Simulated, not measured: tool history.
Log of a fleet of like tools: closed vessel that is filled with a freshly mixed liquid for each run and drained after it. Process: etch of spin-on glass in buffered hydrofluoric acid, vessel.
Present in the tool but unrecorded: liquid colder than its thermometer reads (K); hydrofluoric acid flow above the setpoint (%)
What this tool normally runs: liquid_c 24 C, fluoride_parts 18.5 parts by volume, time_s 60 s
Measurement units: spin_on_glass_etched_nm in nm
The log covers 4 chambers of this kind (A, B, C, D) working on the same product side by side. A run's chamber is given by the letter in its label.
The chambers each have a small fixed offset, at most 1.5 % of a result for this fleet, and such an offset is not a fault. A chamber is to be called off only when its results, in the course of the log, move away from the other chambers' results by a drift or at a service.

run,day,liquid_c,fluoride_parts,time_s,hours since the thermometer was replaced,hours since the hydrofluoric acid flow meter was replaced,"read-back film thickness of the spin-on glass reference wafer, read on the same gauge (nm)",spin_on_glass_etched_nm
1C,0.192,24,18.5,60,650.1,766.5,70.000,87.577
2A,0.321,24,18.5,60,2204.5,981.9,70.004,85.940
3B,0.529,24,18.5,60,327.0,614.6,70.004,84.491
4D,0.662,24,18.5,60,1009.7,453.4,70.020,87.670
5A,0.825,24,18.5,60,2216.6,994.0,70.008,86.881
6C,0.958,24,18.5,60,668.5,784.9,69.996,87.635
# day 1.088: chamber D: thermometer replaced
7B,1.200,24,18.5,60,343.1,630.7,69.998,84.783
8D,1.433,24,18.5,60,8.3,471.9,70.022,87.089
9A,1.633,24,18.5,60,2236.0,1013.4,69.974,87.422
10D,1.800,24,18.5,60,17.1,480.7,70.006,88.254
11C,2.079,24,18.5,60,695.4,811.8,70.000,86.353
12B,2.308,24,18.5,60,369.7,657.3,70.003,85.589
13A,2.512,24,18.5,45,2257.1,1034.5,70.007,64.871
# day 2.708: chamber A: hydrofluoric acid flow meter replaced
14C,2.758,24,18.5,45,711.7,828.1,70.006,64.984
15B,2.896,24,18.5,45,383.8,671.4,70.014,63.879
16D,3.162,24,18.5,45,49.8,513.4,69.988,65.763
17D,3.433,24,18.5,60,56.3,519.9,70.002,87.090
18A,3.662,24,18.5,60,2284.7,23.0,70.013,85.870
19B,3.929,24,18.5,60,408.6,696.2,70.002,85.636
20C,4.117,24,18.5,60,744.3,860.7,70.004,86.404
21D,4.375,24,18.5,60,78.9,542.5,70.023,86.577
22B,4.596,21,18.5,35,424.6,712.2,69.999,42.087
23C,4.883,21,18.5,35,762.7,879.1,70.003,42.778
24A,5.038,21,18.5,35,2317.7,56.0,69.985,42.240
25D,5.208,21,18.5,35,98.9,562.5,69.979,42.705
26A,5.433,24,18.5,60,2327.2,65.5,70.019,85.781
27B,5.692,24,18.5,60,450.9,738.5,70.019,85.546
28C,5.958,21,18.5,60,788.5,904.9,69.978,74.074
29D,6.225,21,18.5,60,123.3,586.9,69.999,73.650
30C,6.362,21,18.5,60,798.2,914.6,69.999,73.516
31B,6.617,21,18.5,60,473.1,760.7,69.991,71.572
32A,6.800,24,18.5,60,2360.0,98.3,69.990,85.933
33C,6.958,24,18.5,60,812.5,928.9,69.999,86.285
34B,7.188,24,18.5,60,486.8,774.4,69.989,85.183
35A,7.442,24,18.5,85,2375.4,113.7,69.991,123.180
36D,7.604,24,18.5,85,156.4,620.0,69.999,122.250
37C,7.750,24,18.5,85,831.5,947.9,70.011,122.630

Read the log: is a single chamber off, either drifting away or since a service, is the gauge that measures every chamber drifting, or is nothing wrong beyond small per-chamber offsets? Name any odd chamber and what most likely caused it.

No chamber is off and the gauge is stable; the differences are just each chamber's small, constant offset.
